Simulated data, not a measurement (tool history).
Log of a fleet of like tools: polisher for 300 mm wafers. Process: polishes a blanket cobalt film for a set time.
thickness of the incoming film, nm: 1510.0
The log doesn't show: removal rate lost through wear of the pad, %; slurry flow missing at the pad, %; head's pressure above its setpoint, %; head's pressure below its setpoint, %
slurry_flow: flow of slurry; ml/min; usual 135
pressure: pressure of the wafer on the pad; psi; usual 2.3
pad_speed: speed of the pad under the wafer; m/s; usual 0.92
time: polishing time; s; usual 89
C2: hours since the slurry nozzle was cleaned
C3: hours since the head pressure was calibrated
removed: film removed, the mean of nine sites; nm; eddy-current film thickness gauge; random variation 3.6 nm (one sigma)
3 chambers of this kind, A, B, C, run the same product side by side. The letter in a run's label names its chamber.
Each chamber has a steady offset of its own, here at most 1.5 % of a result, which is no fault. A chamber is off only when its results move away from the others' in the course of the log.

Run 1A, day 0.246: usual settings; wafers polished on this pad 672; C2 186.5; C3 409.6. Result: removed 572.44 nm.
Run 2B, day 0.521: usual settings; wafers polished on this pad 975; C2 204.6; C3 479.8. Result: removed 574.45 nm.
Run 3C, day 0.850: usual settings; wafers polished on this pad 564; C2 644.7; C3 1112.1. Result: removed 567.34 nm.
Run 4A, day 1.154: usual settings; wafers polished on this pad 845; C2 208.3; C3 431.4. Result: removed 571.19 nm.
At day 1.250: chamber C: worn pad replaced by a new one.
Run 5B, day 1.479: usual settings; wafers polished on this pad 1158; C2 227.6; C3 502.8. Result: removed 575.37 nm.
At day 1.692: chamber B: worn pad replaced by a new one.
Run 6C, day 1.700: usual settings; wafers polished on this pad 86; C2 665.1; C3 1132.5. Result: removed 570.33 nm.
Run 7B, day 1.904: usual settings; wafers polished on this pad 40; C2 237.8; C3 513.0. Result: removed 579.26 nm.
Run 8A, day 2.054: usual settings; wafers polished on this pad 1017; C2 229.9; C3 453.0. Result: removed 576.45 nm.
Run 9C, day 2.308: usual settings; wafers polished on this pad 202; C2 679.7; C3 1147.1. Result: removed 567.91 nm.
Run 10B, day 2.483: usual settings; wafers polished on this pad 151; C2 251.7; C3 526.9. Result: removed 575.86 nm.
Run 11C, day 2.704: usual settings; wafers polished on this pad 277; C2 689.2; C3 1156.6. Result: removed 570.03 nm.
Run 12A, day 2.988: usual settings but pressure 1.8 psi; wafers polished on this pad 1195; C2 252.3; C3 475.4. Result: removed 450.30 nm.
Run 13C, day 3.258: usual settings but pressure 1.8 psi; wafers polished on this pad 383; C2 702.5; C3 1169.9. Result: removed 449.78 nm.
At day 3.412: chamber C: slurry nozzle cleaned.
Run 14A, day 3.579: usual settings but pressure 1.8 psi; wafers polished on this pad 1308; C2 266.5; C3 489.6. Result: removed 448.63 nm.
Run 15B, day 3.842: usual settings but time 105 s; wafers polished on this pad 410; C2 284.3; C3 559.5. Result: removed 676.50 nm.
Run 16C, day 4.042: usual settings but time 105 s; wafers polished on this pad 533; C2 15.2; C3 1188.7. Result: removed 669.03 nm.
Run 17A, day 4.321: usual settings but time 105 s; wafers polished on this pad 1450; C2 284.3; C3 507.4. Result: removed 681.37 nm.
At day 4.538: chamber C: worn pad replaced by a new one.
Run 18B, day 4.650: usual settings; wafers polished on this pad 565; C2 303.7; C3 578.9. Result: removed 577.73 nm.
At day 4.658: chamber C: head pressure recalibrated.
Run 19B, day 4.892: usual settings; wafers polished on this pad 611; C2 309.5; C3 584.7. Result: removed 573.59 nm.
Run 20A, day 5.217: usual settings; wafers polished on this pad 1621; C2 305.8; C3 528.9. Result: removed 572.90 nm.
At day 5.354: chamber A: worn pad replaced by a new one.
Run 21C, day 5.454: usual settings; wafers polished on this pad 175; C2 49.1; C3 19.1. Result: removed 521.57 nm.
Run 22B, day 5.696: usual settings; wafers polished on this pad 764; C2 328.8; C3 604.0. Result: removed 576.07 nm.
Run 23C, day 5.946: usual settings; wafers polished on this pad 269; C2 60.9; C3 30.9. Result: removed 533.45 nm.
Run 24A, day 6.221: usual settings; wafers polished on this pad 165; C2 329.9; C3 553.0. Result: removed 571.90 nm.
Run 25A, day 6.392: usual settings; wafers polished on this pad 198; C2 334.0; C3 557.1. Result: removed 563.07 nm.
Run 26B, day 6.625: usual settings; wafers polished on this pad 942; C2 351.1; C3 626.3. Result: removed 579.28 nm.
Run 27C, day 6.933: usual settings; wafers polished on this pad 458; C2 84.6; C3 54.6. Result: removed 518.12 nm.
Run 28C, day 7.254: usual settings; wafers polished on this pad 519; C2 92.3; C3 62.3. Result: removed 526.87 nm.
Run 29B, day 7.496: usual settings; wafers polished on this pad 1108; C2 372.0; C3 647.2. Result: removed 577.18 nm.
At day 7.700: chamber B: worn pad replaced by a new one.
Run 30A, day 7.771: usual settings; wafers polished on this pad 461; C2 367.1; C3 590.2. Result: removed 573.27 nm.
At day 7.812: chamber C: worn pad replaced by a new one.
Run 31A, day 8.021: usual settings; wafers polished on this pad 509; C2 373.1; C3 596.2. Result: removed 569.79 nm.
Run 32C, day 8.321: usual settings; wafers polished on this pad 97; C2 117.9; C3 87.9. Result: removed 524.08 nm.
Run 33B, day 8.533: usual settings; wafers polished on this pad 159; C2 396.9; C3 672.1. Result: removed 573.40 nm.
Run 34A, day 8.688: usual settings; wafers polished on this pad 636; C2 389.1; C3 612.2. Result: removed 572.78 nm.
Run 35C, day 8.917: usual settings; wafers polished on this pad 211; C2 132.2; C3 102.2. Result: removed 522.88 nm.
Run 36B, day 9.208: usual settings; wafers polished on this pad 288; C2 413.1; C3 688.3. Result: removed 573.88 nm.

All 3 chambers run these settings next. Forecast each chamber's results:
Run 37A, day 9.450: usual settings but slurry_flow 95 ml/min. Result: removed ?.
Run 37B, day 9.450: usual settings but slurry_flow 95 ml/min. Result: removed ?.
Run 37C, day 9.450: usual settings but slurry_flow 95 ml/min. Result: removed ?.

run  removed
37A   528.32
37B   527.47
37C   485.78
